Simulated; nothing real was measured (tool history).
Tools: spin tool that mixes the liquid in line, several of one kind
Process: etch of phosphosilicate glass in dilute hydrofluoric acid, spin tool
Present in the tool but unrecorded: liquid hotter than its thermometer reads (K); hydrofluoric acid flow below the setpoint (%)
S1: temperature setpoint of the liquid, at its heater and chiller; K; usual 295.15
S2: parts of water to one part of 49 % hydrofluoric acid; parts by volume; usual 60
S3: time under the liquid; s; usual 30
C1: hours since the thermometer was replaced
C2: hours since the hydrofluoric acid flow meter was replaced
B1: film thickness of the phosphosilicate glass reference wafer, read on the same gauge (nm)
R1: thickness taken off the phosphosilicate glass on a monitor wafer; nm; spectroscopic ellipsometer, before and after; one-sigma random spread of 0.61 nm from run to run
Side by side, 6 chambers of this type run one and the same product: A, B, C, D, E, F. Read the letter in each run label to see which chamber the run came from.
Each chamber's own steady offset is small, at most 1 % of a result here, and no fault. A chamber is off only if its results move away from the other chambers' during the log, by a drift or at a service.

{"run": "1B", "day": 0.375, "S1": 295.15, "S2": 60, "S3": 30, "C1": 1982.4, "C2": 905.4, "B1": 60.01, "R1": 89.487}
{"run": "2C", "day": 0.746, "S1": 295.15, "S2": 60, "S3": 30, "C1": 56.1, "C2": 1154, "B1": 59.994, "R1": 90.78}
{"run": "3F", "day": 1.225, "S1": 295.15, "S2": 60, "S3": 30, "C1": 1005.5, "C2": 1841.9, "B1": 59.993, "R1": 87.356}
{"run": "4A", "day": 1.512, "S1": 295.15, "S2": 60, "S3": 30, "C1": 944.9, "C2": 1593, "B1": 59.992, "R1": 87.723}
{"run": "5E", "day": 1.854, "S1": 295.15, "S2": 60, "S3": 30, "C1": 732.4, "C2": 217.5, "B1": 60.014, "R1": 87.667}
{"run": "6D", "day": 2.104, "S1": 290.65, "S2": 60, "S3": 30, "C1": 1197.1, "C2": 72.6, "B1": 60.001, "R1": 74.143}
{"run": "7B", "day": 2.496, "S1": 290.65, "S2": 60, "S3": 30, "C1": 2033.3, "C2": 956.3, "B1": 59.999, "R1": 74.242}
{"run": "8D", "day": 2.983, "S1": 290.65, "S2": 60, "S3": 30, "C1": 1218.2, "C2": 93.7, "B1": 60.008, "R1": 74.412}
{"run": "9F", "day": 3.333, "S1": 290.65, "S2": 60, "S3": 30, "C1": 1056.1, "C2": 1892.5, "B1": 60.001, "R1": 72.98}
{"run": "10A", "day": 3.629, "S1": 290.65, "S2": 60, "S3": 30, "C1": 995.7, "C2": 1643.8, "B1": 59.98, "R1": 73.542}
{"run": "11E", "day": 4.167, "S1": 290.65, "S2": 60, "S3": 30, "C1": 787.9, "C2": 273, "B1": 59.979, "R1": 72.978}
{"day": 4.633, "done": "chamber F: hydrofluoric acid flow meter replaced"}
{"run": "12C", "day": 4.725, "S1": 295.15, "S2": 60, "S3": 30, "C1": 151.6, "C2": 1249.5, "B1": 59.988, "R1": 89.79}
{"run": "13D", "day": 5.171, "S1": 295.15, "S2": 60, "S3": 30, "C1": 1270.7, "C2": 146.2, "B1": 60.016, "R1": 89.339}
{"run": "14E", "day": 5.425, "S1": 297.15, "S2": 40, "S3": 30, "C1": 818.1, "C2": 303.2, "B1": 60.001, "R1": 149.27}
{"run": "15B", "day": 5.892, "S1": 297.15, "S2": 40, "S3": 30, "C1": 2114.8, "C2": 1037.8, "B1": 60.002, "R1": 151.06}
{"run": "16C", "day": 6.358, "S1": 297.15, "S2": 40, "S3": 30, "C1": 190.8, "C2": 1288.7, "B1": 59.984, "R1": 151.31}
{"run": "17F", "day": 6.754, "S1": 297.15, "S2": 40, "S3": 30, "C1": 1138.2, "C2": 51, "B1": 59.993, "R1": 148.73}
{"run": "18A", "day": 7.125, "S1": 297.15, "S2": 40, "S3": 30, "C1": 1079.6, "C2": 1727.7, "B1": 59.985, "R1": 147.94}
{"run": "19A", "day": 7.617, "S1": 297.15, "S2": 40, "S3": 30, "C1": 1091.4, "C2": 1739.5, "B1": 60.002, "R1": 148.28}
{"run": "20C", "day": 8.138, "S1": 295.15, "S2": 60, "S3": 30, "C1": 233.5, "C2": 1331.4, "B1": 60.003, "R1": 89.617}
{"run": "21E", "day": 8.45, "S1": 295.15, "S2": 60, "S3": 30, "C1": 890.7, "C2": 375.8, "B1": 59.992, "R1": 88.668}
{"run": "22F", "day": 8.758, "S1": 295.15, "S2": 60, "S3": 30, "C1": 1186.3, "C2": 99.1, "B1": 59.974, "R1": 88.033}
{"run": "23D", "day": 9.125, "S1": 295.15, "S2": 60, "S3": 30, "C1": 1365.6, "C2": 241.1, "B1": 59.983, "R1": 89.427}
{"day": 9.133, "done": "chamber D: thermometer replaced"}
{"run": "24B", "day": 9.6, "S1": 295.15, "S2": 60, "S3": 30, "C1": 2203.8, "C2": 1126.8, "B1": 60.019, "R1": 86.66}
{"run": "25B", "day": 10.117, "S1": 295.15, "S2": 60, "S3": 30, "C1": 2216.2, "C2": 1139.2, "B1": 59.994, "R1": 85.6}
{"run": "26A", "day": 10.496, "S1": 295.15, "S2": 60, "S3": 30, "C1": 1160.5, "C2": 1808.6, "B1": 60.026, "R1": 88.722}
{"run": "27D", "day": 10.904, "S1": 295.15, "S2": 60, "S3": 30, "C1": 42.5, "C2": 283.8, "B1": 59.992, "R1": 89.228}
{"run": "28C", "day": 11.283, "S1": 295.15, "S2": 60, "S3": 30, "C1": 309, "C2": 1406.9, "B1": 59.981, "R1": 89.846}
{"day": 11.762, "done": "chamber A: hydrofluoric acid flow meter replaced"}
{"run": "29E", "day": 11.846, "S1": 295.15, "S2": 40, "S3": 30, "C1": 972.2, "C2": 457.3, "B1": 59.979, "R1": 137.56}
{"run": "30F", "day": 12.183, "S1": 295.15, "S2": 40, "S3": 30, "C1": 1268.5, "C2": 181.3, "B1": 60.01, "R1": 135.79}
{"run": "31D", "day": 12.617, "S1": 295.15, "S2": 40, "S3": 30, "C1": 83.6, "C2": 324.9, "B1": 59.996, "R1": 139.26}
{"run": "32E", "day": 13.133, "S1": 295.15, "S2": 40, "S3": 30, "C1": 1003.1, "C2": 488.2, "B1": 59.977, "R1": 137.07}
{"run": "33A", "day": 13.462, "S1": 295.15, "S2": 40, "S3": 30, "C1": 1231.7, "C2": 40.8, "B1": 59.99, "R1": 136.93}
{"run": "34C", "day": 13.833, "S1": 295.15, "S2": 40, "S3": 30, "C1": 370.2, "C2": 1468.1, "B1": 59.993, "R1": 137.69}
{"run": "35F", "day": 14.342, "S1": 295.15, "S2": 60, "S3": 30, "C1": 1320.3, "C2": 233.1, "B1": 60.004, "R1": 89.981}
{"run": "36B", "day": 14.729, "S1": 295.15, "S2": 60, "S3": 30, "C1": 2326.9, "C2": 1249.9, "B1": 60.008, "R1": 82.054}
{"run": "37B", "day": 15.271, "S1": 297.15, "S2": 45, "S3": 30, "C1": 2339.9, "C2": 1262.9, "B1": 60.008, "R1": 120.66}

Is one chamber out of step, is the gauge drifting, or do the chambers differ by no more than their own small offsets? For an off chamber, give its letter and the likeliest cause.

It is chamber B that slowly wanders off from its peers.
What lies behind it: hydrofluoric acid flow below the setpoint (%) = 8.61.
It could be hard to tell apart here from: liquid colder than its thermometer reads (K).

Here are 4 candidates for chamber B's next run, each the usual settings with a change, their results left as question marks. Which one brings its results back in line with what the others give on the usual settings?
A result is in line if it is within this distance of the other chambers' mean on the usual settings: R1 2.1 nm
{"run": "38B-1", "day": 15.675, "S1": 298.65, "S2": 60, "S3": 30, "R1": "?"}
{"run": "38B-2", "day": 15.675, "S1": 297.15, "S2": 60, "S3": 30, "R1": "?"}
{"run": "38B-3", "day": 15.675, "S1": 291.65, "S2": 60, "S3": 30, "R1": "?"}
{"run": "38B-4", "day": 15.675, "S1": 295.15, "S2": 65, "S3": 30, "R1": "?"}

The mean the other chambers reach with the usual settings: R1 89.016 nm
run=38B-1 R1=93.875
run=38B-2 R1=88.426
run=38B-3 R1=70.617
run=38B-4 R1=74.744
Change 38B-2 lands the chamber within the allowed miss of the other chambers.

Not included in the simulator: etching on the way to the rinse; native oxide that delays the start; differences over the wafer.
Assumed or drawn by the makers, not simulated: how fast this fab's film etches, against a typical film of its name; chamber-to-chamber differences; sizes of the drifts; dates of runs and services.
